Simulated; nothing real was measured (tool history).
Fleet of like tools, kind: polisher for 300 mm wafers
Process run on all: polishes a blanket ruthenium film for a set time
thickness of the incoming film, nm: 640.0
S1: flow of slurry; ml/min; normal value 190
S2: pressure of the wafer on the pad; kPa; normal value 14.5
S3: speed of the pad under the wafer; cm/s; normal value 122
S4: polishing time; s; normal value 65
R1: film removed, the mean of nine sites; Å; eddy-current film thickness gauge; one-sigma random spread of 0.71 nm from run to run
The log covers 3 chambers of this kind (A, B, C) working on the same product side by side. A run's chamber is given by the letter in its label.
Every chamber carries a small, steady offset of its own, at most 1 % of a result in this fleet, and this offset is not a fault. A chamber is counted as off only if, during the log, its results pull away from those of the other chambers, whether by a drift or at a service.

run,hour,S1,S2,S3,S4,R1
1B,3.6,190,14.5,122,65,983.45
2C,8.0,190,14.5,122,65,978.35
3A,11.9,190,14.5,122,65,964.30
4C,15.0,190,14.5,122,65,967.21
5A,18.2,190,14.5,122,65,961.01
6B,22.4,190,14.5,122,65,972.66
7C,26.2,190,14.5,122,65,973.71
8B,30.8,190,14.5,122,65,961.39
9A,33.7,190,14.5,122,65,970.36
10B,36.7,190,14.5,122,65,975.46
11C,39.8,190,14.5,122,65,954.44
12A,42.5,190,14.5,122,65,988.03
13C,47.0,190,14.5,122,65,964.32
# hour 50.0: chamber A: head pressure recalibrated
14A,50.3,190,14.5,122,65,990.98
15B,52.8,190,14.5,122,65,986.97
16C,56.6,190,14.5,122,65,967.24
17A,60.3,190,14.5,122,48,718.22
18B,63.4,190,14.5,122,48,724.49
# hour 64.3: chamber C: slurry nozzle cleaned
19C,67.3,190,14.5,122,48,715.44
20B,70.9,190,14.5,122,65,985.91
21A,74.7,190,14.5,122,65,970.65
22C,78.2,190,14.5,122,65,975.10
23A,82.0,190,14.5,122,65,978.45
24B,85.4,190,14.5,122,65,998.75
25A,87.7,190,14.5,122,65,974.07
26C,90.8,190,14.5,122,65,968.79
27B,93.8,190,14.5,122,65,1020.40
28C,97.5,190,14.5,122,65,966.01
29B,100.6,190,14.5,122,65,1017.40
30A,103.5,190,14.5,154,65,1228.90
31A,105.7,190,14.5,154,65,1238.40
32C,109.7,190,14.5,154,65,1208.60
33B,112.4,190,14.5,122,65,1010.10
34B,116.5,190,14.5,122,65,1011.40
35A,120.1,190,14.5,122,65,973.58
36C,122.3,190,14.5,122,65,966.98
# hour 125.8: chamber A: worn pad replaced by a new one
37C,126.8,190,14.5,122,65,969.85
38A,130.7,190,14.5,122,65,985.70
39B,133.6,190,14.5,122,65,1030.50
40A,136.6,190,14.5,122,65,966.26
41B,139.8,190,14.5,122,65,1031.10

Which is it: a chamber that has drifted or been left off by a service, a gauge drift common to all chambers, or only each chamber's usual small offset? If a chamber is off, name it and its likeliest cause.

One chamber, B, drifts off from the rest bit by bit.
Likeliest cause: head's pressure above its setpoint, % = 7.13.

Chamber B could run next with any of the 4 candidate recipes listed below; each alters the usual settings, and their results appear as question marks. Which one brings its results back in line with what the other chambers deliver on the usual settings?
Counts as in line when no further than this from what the other chambers average on the usual settings: R1 25.00 Å
42B-1,143.1,190,14.5,122,70,?
42B-2,143.1,190,14.5,120,64,?
42B-3,143.1,190,14.5,124,66,?
42B-4,143.1,190,13.8,122,63,?

Other chambers, usual settings, mean: R1 968.86 Å
run,R1
42B-1,1126.00
42B-2,1012.80
42B-3,1078.80
42B-4,964.44
Change 42B-4 lands the chamber within the allowed miss of the other chambers.
